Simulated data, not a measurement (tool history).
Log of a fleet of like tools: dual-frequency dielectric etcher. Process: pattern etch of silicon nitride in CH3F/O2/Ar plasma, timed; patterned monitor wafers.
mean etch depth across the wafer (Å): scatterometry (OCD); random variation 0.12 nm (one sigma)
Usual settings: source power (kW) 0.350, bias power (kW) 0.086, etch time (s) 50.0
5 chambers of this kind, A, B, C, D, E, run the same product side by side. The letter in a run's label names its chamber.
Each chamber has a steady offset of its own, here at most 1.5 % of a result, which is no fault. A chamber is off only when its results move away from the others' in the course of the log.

run,hour,source power (kW),bias power (kW),etch time (s),hours since the last wet clean,hours since the last source power generator calibration,hours since the last bias power generator calibration,"read-back reference wafer on the same gauge, depth_nm",mean etch depth across the wafer (Å)
1E,6.3,0.350,0.086,50.0,232.8,682.1,358.6,42.188,356.13
2B,15.0,0.350,0.086,50.0,225.2,2044.7,2173.5,42.186,349.59
3D,20.5,0.350,0.086,50.0,265.6,2918.0,118.9,42.196,354.86
4C,28.2,0.350,0.086,50.0,275.8,2118.2,3269.8,42.195,350.45
5A,37.3,0.350,0.086,50.0,44.6,1423.3,152.2,42.221,351.57
6E,42.6,0.300,0.086,50.0,269.1,718.4,394.9,42.176,337.39
7B,52.3,0.300,0.086,50.0,262.5,2082.0,2210.8,42.202,329.61
8D,58.9,0.300,0.086,50.0,304.0,2956.4,157.3,42.179,334.15
9C,64.4,0.300,0.086,50.0,312.0,2154.4,3306.0,42.201,329.69
10A,70.1,0.300,0.086,50.0,77.4,1456.1,185.0,42.185,334.28
11D,78.2,0.350,0.086,50.0,323.3,2975.7,176.6,42.226,354.01
12A,88.7,0.350,0.086,50.0,96.0,1474.7,203.6,42.257,352.99
13C,98.4,0.350,0.086,50.0,346.0,2188.4,3340.0,42.199,350.52
14B,103.1,0.350,0.086,50.0,313.3,2132.8,2261.6,42.214,353.81
15E,111.1,0.350,0.086,62.5,337.6,786.9,463.4,42.215,445.75
16A,117.2,0.350,0.086,62.5,124.5,1503.2,232.1,42.183,440.32
17E,127.2,0.350,0.086,62.5,353.7,803.0,479.5,42.149,448.68
18B,132.8,0.350,0.086,62.5,343.0,2162.5,2291.3,42.184,445.80
19C,141.9,0.350,0.086,62.5,389.5,2231.9,3383.5,42.173,439.33
20D,146.9,0.350,0.086,50.0,392.0,3044.4,245.3,42.166,356.93
21C,152.1,0.350,0.086,50.0,399.7,2242.1,3393.7,42.212,352.01
22D,162.1,0.350,0.086,50.0,407.2,3059.6,260.5,42.220,355.41
23A,171.3,0.350,0.086,50.0,178.6,1557.3,286.2,42.236,354.61
24E,181.0,0.350,0.086,50.0,407.5,856.8,533.3,42.172,356.43
25B,185.8,0.350,0.086,50.0,396.0,2215.5,2344.3,42.231,359.29
26E,192.1,0.350,0.104,38.5,418.6,867.9,544.4,42.178,293.21
27B,197.7,0.350,0.104,38.5,407.9,2227.4,2356.2,42.183,296.63
28A,206.6,0.350,0.104,38.5,213.9,1592.6,321.5,42.187,290.69
29D,212.0,0.350,0.104,38.5,457.1,3109.5,310.4,42.209,293.19
30C,217.7,0.350,0.104,38.5,465.3,2307.7,3459.3,42.203,290.13
31E,227.8,0.350,0.086,50.0,454.3,903.6,580.1,42.210,357.17
32C,235.5,0.350,0.086,50.0,483.1,2325.5,3477.1,42.201,348.94
33B,245.1,0.350,0.086,37.0,455.3,2274.8,2403.6,42.190,268.46

What goes on in this fleet: one chamber off, a drifting gauge, or nothing beyond the chambers' own small offsets? Name the chamber and the cause, if any.

Chamber B drifts away from the others.
Cause: etch rate over this chamber's usual, % = 3.48.

Here are 4 candidates for chamber B's next run, each the usual settings with a change, their results left as question marks. Which one brings its results back in line with what the others give on the usual settings?
In line means no further than this from the other chambers' mean on the usual settings: mean etch depth across the wafer (Å) 4.20
34B-1,252.8,0.350,0.086,49.5,,,,,?
34B-2,252.8,0.350,0.086,50.5,,,,,?
34B-3,252.8,0.350,0.087,51.0,,,,,?
34B-4,252.8,0.350,0.085,49.0,,,,,?

The other chambers' mean on the usual settings: mean etch depth across the wafer (Å) 353.69
run,mean etch depth across the wafer (Å)
34B-1,359.55
34B-2,366.81
34B-3,371.98
34B-4,354.44
34B-4 brings the chamber back in line.
